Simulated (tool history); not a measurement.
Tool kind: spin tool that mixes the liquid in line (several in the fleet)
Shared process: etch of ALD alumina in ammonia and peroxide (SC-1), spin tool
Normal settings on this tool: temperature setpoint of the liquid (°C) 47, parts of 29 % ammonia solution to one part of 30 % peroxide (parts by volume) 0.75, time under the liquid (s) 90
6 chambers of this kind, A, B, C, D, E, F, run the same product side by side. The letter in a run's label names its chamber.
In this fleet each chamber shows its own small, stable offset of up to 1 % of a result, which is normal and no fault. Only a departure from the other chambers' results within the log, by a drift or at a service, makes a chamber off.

| run | hour | temperature setpoint of the liquid (°C) | parts of 29 % ammonia solution to one part of 30 % peroxide (parts by volume) | time under the liquid (s) | hours since the thermometer was replaced | hours since the ammonia flow meter was replaced | hours since the heated supply line was repaired | hours since the drum of ammonia solution was connected | read-back film thickness of the ALD alumina reference wafer, read on the same gauge (nm) | thickness taken off the ALD alumina on a monitor wafer (angstrom) |
|---|---|---|---|---|---|---|---|---|---|---|
| 1B | 6.1 | 47 | 0.75 | 90 | 958.5 | 113.8 | 14.3 | 47.1 | 139.98 | 41.949 |
| 2E | 12 | 47 | 0.75 | 90 | 548.2 | 546.5 | 978.8 | 105 | 140.03 | 41.755 |
| 3D | 16.5 | 47 | 0.75 | 90 | 552.8 | 1521.1 | 250.7 | 596.2 | 139.97 | 41.859 |
| 4A | 20.9 | 47 | 0.75 | 90 | 649.5 | 712.4 | 216.4 | 219.7 | 140.03 | 42.433 |
| 5C | 26.6 | 47 | 0.75 | 90 | 466.3 | 49.8 | 1956.6 | 524 | 139.99 | 41.465 |
| 6F | 33.8 | 47 | 0.75 | 90 | 1462 | 1362.8 | 2354.3 | 274.6 | 140.02 | 41.308 |
| 7E | 38.9 | 47 | 0.75 | 90 | 575.1 | 573.4 | 1005.7 | 131.9 | 140.06 | 41.775 |
| 8D | 45 | 47 | 0.75 | 90 | 581.3 | 1549.6 | 279.2 | 624.7 | 139.96 | 42.285 |
| 9F | 51 | 47 | 0.75 | 90 | 1479.2 | 1380 | 2371.5 | 291.8 | 140.06 | 41.648 |
| 10B | 56.9 | 47 | 0.75 | 90 | 1009.3 | 164.6 | 65.1 | 97.9 | 140.01 | 42.727 |
| 11A | 60 | 53 | 1.05 | 90 | 688.6 | 751.5 | 255.5 | 258.8 | 139.99 | 61.11 |
| 12C | 66.9 | 53 | 1.05 | 90 | 506.6 | 90.1 | 1996.9 | 564.3 | 140.04 | 59.687 |
| 13C | 73.1 | 53 | 1.05 | 90 | 512.8 | 96.3 | 2003.1 | 570.5 | 140.01 | 60.095 |
|  | 75.5 | chamber E: heated supply line repaired |
| 14F | 78.8 | 53 | 1.05 | 90 | 1507 | 1407.8 | 2399.3 | 319.6 | 140.04 | 59.587 |
| 15E | 84.5 | 53 | 1.05 | 90 | 620.7 | 619 | 9.1 | 177.5 | 140.01 | 61.102 |
| 16A | 87.9 | 53 | 1.05 | 90 | 716.5 | 779.4 | 283.4 | 286.7 | 140.02 | 60.515 |
| 17B | 93.6 | 39 | 0.75 | 90 | 1046 | 201.3 | 101.8 | 134.6 | 139.94 | 26.093 |
| 18D | 98.7 | 39 | 0.75 | 90 | 635 | 1603.3 | 332.9 | 678.4 | 140.01 | 26.441 |
| 19D | 102.1 | 39 | 0.75 | 90 | 638.4 | 1606.7 | 336.3 | 681.8 | 139.98 | 26.404 |
| 20A | 109 | 39 | 0.75 | 90 | 737.6 | 800.5 | 304.5 | 307.8 | 140.04 | 26.764 |
| 21E | 115.8 | 39 | 0.75 | 90 | 652 | 650.3 | 40.4 | 208.8 | 140.01 | 26.21 |
| 22C | 120.7 | 39 | 0.75 | 90 | 560.4 | 143.9 | 2050.7 | 618.1 | 140.03 | 26.098 |
| 23B | 124.8 | 47 | 0.75 | 90 | 1077.2 | 232.5 | 133 | 165.8 | 139.99 | 41.622 |
| 24F | 128.6 | 47 | 0.75 | 90 | 1556.8 | 1457.6 | 2449.1 | 369.4 | 140.01 | 41.937 |
| 25B | 132.7 | 47 | 0.75 | 90 | 1085.1 | 240.4 | 140.9 | 173.7 | 139.98 | 40.944 |
| 26C | 139.1 | 47 | 0.75 | 90 | 578.8 | 162.3 | 2069.1 | 636.5 | 139.94 | 41.682 |
| 27A | 145.3 | 47 | 0.75 | 90 | 773.9 | 836.8 | 340.8 | 344.1 | 140.02 | 42.171 |
| 28D | 150.1 | 47 | 0.75 | 90 | 686.4 | 1654.7 | 384.3 | 729.8 | 140.02 | 42.03 |
| 29E | 157.2 | 47 | 0.95 | 90 | 693.4 | 691.7 | 81.8 | 250.2 | 140.03 | 43.077 |
|  | 159.6 | chamber D: new drum of ammonia solution connected |
| 30F | 162.8 | 47 | 0.95 | 90 | 1591 | 1491.8 | 2483.3 | 403.6 | 140 | 43.39 |
| 31C | 166.2 | 47 | 0.95 | 90 | 605.9 | 189.4 | 2096.2 | 663.6 | 139.99 | 42.594 |
| 32A | 170 | 47 | 0.95 | 90 | 798.6 | 861.5 | 365.5 | 368.8 | 140.01 | 43.252 |
| 33D | 175.2 | 47 | 0.95 | 90 | 711.5 | 1679.8 | 409.4 | 15.6 | 140 | 42.606 |
|  | 181 | chamber F: thermometer replaced |
| 34F | 182.1 | 47 | 0.95 | 90 | 1.1 | 1511.1 | 2502.6 | 422.9 | 139.98 | 42.88 |
|  | 184.1 | chamber A: new drum of ammonia solution connected |
| 35B | 187.9 | 47 | 0.75 | 90 | 1140.3 | 295.6 | 196.1 | 228.9 | 140.01 | 40.436 |
| 36E | 193.8 | 47 | 0.75 | 90 | 730 | 728.3 | 118.4 | 286.8 | 139.99 | 42.273 |
| 37E | 197.3 | 47 | 0.75 | 90 | 733.5 | 731.8 | 121.9 | 290.3 | 139.98 | 42.501 |
| 38C | 202.7 | 47 | 0.75 | 90 | 642.4 | 225.9 | 2132.7 | 700.1 | 139.96 | 41.95 |
| 39A | 206.7 | 47 | 0.75 | 70 | 835.3 | 898.2 | 402.2 | 22.6 | 139.97 | 32.306 |
| 40F | 210.8 | 47 | 0.75 | 70 | 29.8 | 1539.8 | 2531.3 | 451.6 | 140.01 | 32.77 |
| 41D | 215.8 | 47 | 0.75 | 70 | 752.1 | 1720.4 | 450 | 56.2 | 139.99 | 32.783 |

Each of the 6 chambers runs these same settings next. Fill in every chamber's results:
| 42A | 221 | 47 | 0.75 | 90 |  |  |  |  |  | ? |
| 42B | 221 | 47 | 0.75 | 90 |  |  |  |  |  | ? |
| 42C | 221 | 47 | 0.75 | 90 |  |  |  |  |  | ? |
| 42D | 221 | 47 | 0.75 | 90 |  |  |  |  |  | ? |
| 42E | 221 | 47 | 0.75 | 90 |  |  |  |  |  | ? |
| 42F | 221 | 47 | 0.75 | 90 |  |  |  |  |  | ? |

| run | thickness taken off the ALD alumina on a monitor wafer (angstrom) |
|---|---|
| 42A | 41.871 |
| 42B | 40.232 |
| 42C | 41.944 |
| 42D | 41.759 |
| 42E | 42.488 |
| 42F | 41.954 |
